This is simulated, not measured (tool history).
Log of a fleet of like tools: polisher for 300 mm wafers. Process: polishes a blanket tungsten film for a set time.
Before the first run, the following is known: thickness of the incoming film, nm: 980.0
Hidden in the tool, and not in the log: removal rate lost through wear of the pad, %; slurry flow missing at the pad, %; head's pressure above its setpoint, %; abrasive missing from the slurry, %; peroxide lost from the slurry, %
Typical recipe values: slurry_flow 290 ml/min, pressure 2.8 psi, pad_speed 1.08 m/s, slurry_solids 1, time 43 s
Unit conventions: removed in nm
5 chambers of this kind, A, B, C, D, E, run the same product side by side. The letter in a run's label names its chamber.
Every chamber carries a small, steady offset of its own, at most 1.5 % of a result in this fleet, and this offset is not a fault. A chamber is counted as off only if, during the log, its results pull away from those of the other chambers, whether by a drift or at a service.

| run | hour | slurry_flow | pressure | pad_speed | slurry_solids | time | wafers polished on this pad | hours since the slurry nozzle was cleaned | hours since the head pressure was calibrated | hours since the slurry blender was calibrated | hours since the slurry got fresh peroxide | removed |
|---|---|---|---|---|---|---|---|---|---|---|---|---|
| 1D | 6.5 | 290 | 2.8 | 1.08 | 1 | 43 | 725 | 141 | 101.8 | 78.4 | 22.1 | 193.04 |
|  | 7.7 | chamber E: worn pad replaced by a new one |
|  | 12.1 | chamber C: worn pad replaced by a new one |
|  | 12.3 | chamber A: slurry blender recalibrated |
| 2B | 13.6 | 290 | 2.8 | 1.08 | 1 | 43 | 1215 | 239.1 | 446.7 | 278.9 | 54.4 | 191.77 |
| 3A | 17.2 | 290 | 2.8 | 1.08 | 1 | 43 | 1207 | 157.7 | 368.2 | 5 | 64.5 | 190.64 |
|  | 19.5 | chamber A: slurry tank refilled with fresh slurry and peroxide |
|  | 20.5 | chamber B: worn pad replaced by a new one |
|  | 23.4 | chamber B: slurry tank refilled with fresh slurry and peroxide |
| 4E | 23.4 | 290 | 2.8 | 1.08 | 1 | 43 | 158 | 353.8 | 270.8 | 296.7 | 54 | 189.06 |
|  | 23.6 | chamber B: head pressure recalibrated |
| 5C | 31.5 | 290 | 2.8 | 1.08 | 1 | 43 | 195 | 103.7 | 488.2 | 283.8 | 38.3 | 191.17 |
| 6D | 37.1 | 290 | 2.8 | 1.08 | 1 | 52 | 1034 | 171.6 | 132.4 | 109 | 52.7 | 231.87 |
|  | 38.8 | chamber C: head pressure recalibrated |
|  | 38.8 | chamber C: slurry tank refilled with fresh slurry and peroxide |
| 7E | 40.9 | 290 | 2.8 | 1.08 | 1 | 52 | 334 | 371.3 | 288.3 | 314.2 | 71.5 | 228.1 |
|  | 44.2 | chamber A: worn pad replaced by a new one |
| 8C | 44.7 | 290 | 2.8 | 1.08 | 1 | 52 | 328 | 116.9 | 6 | 297 | 5.9 | 231.13 |
| 9B | 50.5 | 290 | 2.8 | 1.08 | 1 | 52 | 302 | 276 | 27 | 315.8 | 27.2 | 232.94 |
| 10A | 58.7 | 290 | 2.8 | 1.08 | 1 | 52 | 146 | 199.2 | 409.7 | 46.5 | 39.2 | 227.72 |
|  | 58.8 | chamber B: slurry blender recalibrated |
| 11E | 65 | 290 | 2.8 | 1.08 | 1 | 43 | 577 | 395.4 | 312.4 | 338.3 | 95.6 | 193.51 |
| 12D | 68.9 | 290 | 2.8 | 1.08 | 1 | 43 | 1354 | 203.4 | 164.2 | 140.8 | 84.5 | 193.21 |
| 13C | 72.5 | 290 | 2.8 | 1.08 | 1 | 43 | 608 | 144.7 | 33.8 | 324.8 | 33.7 | 192.23 |
|  | 73 | chamber A: slurry tank refilled with fresh slurry and peroxide |
|  | 73 | chamber C: worn pad replaced by a new one |
|  | 75.4 | chamber C: slurry tank refilled with fresh slurry and peroxide |
| 14B | 76.5 | 290 | 2.8 | 1.08 | 1 | 43 | 564 | 302 | 53 | 17.7 | 53.2 | 191.77 |
|  | 77 | chamber D: slurry tank refilled with fresh slurry and peroxide |
| 15A | 83.1 | 290 | 2.8 | 1.08 | 1 | 43 | 391 | 223.6 | 434.1 | 70.9 | 10.1 | 188.76 |
|  | 85.5 | chamber E: slurry blender recalibrated |
|  | 89.5 | chamber B: slurry tank refilled with fresh slurry and peroxide |
| 16E | 90.1 | 290 | 2.8 | 1.08 | 1 | 43 | 830 | 420.5 | 337.5 | 4.7 | 120.7 | 188.67 |
| 17D | 97.8 | 290 | 2.8 | 1.08 | 1 | 43 | 1645 | 232.3 | 193.1 | 169.7 | 20.8 | 188.06 |
| 18B | 101.7 | 290 | 2.8 | 1.08 | 1 | 43 | 818 | 327.2 | 78.2 | 42.9 | 12.3 | 192.24 |
|  | 108.8 | chamber E: worn pad replaced by a new one |
| 19A | 109.8 | 290 | 2.8 | 1.08 | 1 | 43 | 660 | 250.3 | 460.8 | 97.6 | 36.8 | 191.14 |
| 20C | 116.3 | 290 | 2.8 | 1.08 | 1 | 43 | 436 | 188.5 | 77.6 | 368.6 | 40.9 | 190.79 |
| 21B | 120.3 | 290 | 2.8 | 1.08 | 1 | 43 | 1005 | 345.8 | 96.8 | 61.5 | 30.9 | 191.96 |
|  | 123.3 | chamber C: slurry tank refilled with fresh slurry and peroxide |
| 22D | 124.3 | 290 | 2.8 | 1.08 | 1 | 43 | 1912 | 258.8 | 219.6 | 196.2 | 47.3 | 186.99 |
| 23C | 130.3 | 290 | 2.8 | 1.08 | 1 | 43 | 577 | 202.5 | 91.6 | 382.6 | 7.1 | 190.89 |
|  | 134.7 | chamber A: slurry tank refilled with fresh slurry and peroxide |
|  | 136 | chamber B: worn pad replaced by a new one |
| 24A | 138.3 | 290 | 2.8 | 1.08 | 1 | 43 | 947 | 278.8 | 489.3 | 126.1 | 3.7 | 187.82 |
| 25E | 145.4 | 290 | 2.8 | 1.08 | 1 | 43 | 369 | 475.8 | 392.8 | 60 | 176 | 188.47 |
|  | 146.1 | chamber C: worn pad replaced by a new one |
| 26E | 152 | 290 | 2.8 | 1.08 | 1 | 43 | 436 | 482.4 | 399.4 | 66.6 | 182.6 | 190.11 |
|  | 154.1 | chamber E: slurry tank refilled with fresh slurry and peroxide |
|  | 157.4 | chamber D: slurry tank refilled with fresh slurry and peroxide |
| 27B | 159.2 | 290 | 2.8 | 1.08 | 1 | 43 | 234 | 384.7 | 135.7 | 100.4 | 69.8 | 192.13 |
| 28A | 163.8 | 290 | 2.8 | 1.08 | 1 | 43 | 1204 | 304.3 | 514.8 | 151.6 | 29.2 | 189.53 |
|  | 167.7 | chamber C: slurry tank refilled with fresh slurry and peroxide |
| 29C | 170 | 290 | 2.8 | 1.08 | 1 | 43 | 241 | 242.2 | 131.3 | 422.3 | 2.3 | 190.82 |
| 30D | 175.8 | 290 | 2.8 | 1.08 | 1 | 43 | 2431 | 310.3 | 271.1 | 247.7 | 18.4 | 179.52 |
| 31A | 182.5 | 290 | 2.8 | 1.08 | 1 | 43 | 1393 | 323 | 533.5 | 170.3 | 47.9 | 192.2 |
|  | 182.8 | chamber C: slurry blender recalibrated |
|  | 184.5 | chamber D: slurry blender recalibrated |
| 32E | 186.4 | 290 | 2.8 | 1.08 | 1 | 43 | 782 | 516.8 | 433.8 | 101 | 32.3 | 186.27 |
| 33D | 191.4 | 290 | 2.8 | 1.08 | 1 | 43 | 2588 | 325.9 | 286.7 | 6.9 | 34 | 174.37 |
| 34C | 195.4 | 290 | 2.8 | 1.08 | 1 | 43 | 497 | 267.6 | 156.7 | 12.7 | 27.7 | 192.38 |

For the next run the whole fleet of 5 chambers uses the same settings. Give each chamber's results:
| 35A | 201.2 | 290 | 2.4 | 1.08 | 1 | 43 |  |  |  |  |  | ? |
| 35B | 201.2 | 290 | 2.4 | 1.08 | 1 | 43 |  |  |  |  |  | ? |
| 35C | 201.2 | 290 | 2.4 | 1.08 | 1 | 43 |  |  |  |  |  | ? |
| 35D | 201.2 | 290 | 2.4 | 1.08 | 1 | 43 |  |  |  |  |  | ? |
| 35E | 201.2 | 290 | 2.4 | 1.08 | 1 | 43 |  |  |  |  |  | ? |

| run | removed |
|---|---|
| 35A | 163.01 |
| 35B | 164.45 |
| 35C | 166.83 |
| 35D | 148.99 |
| 35E | 160.79 |
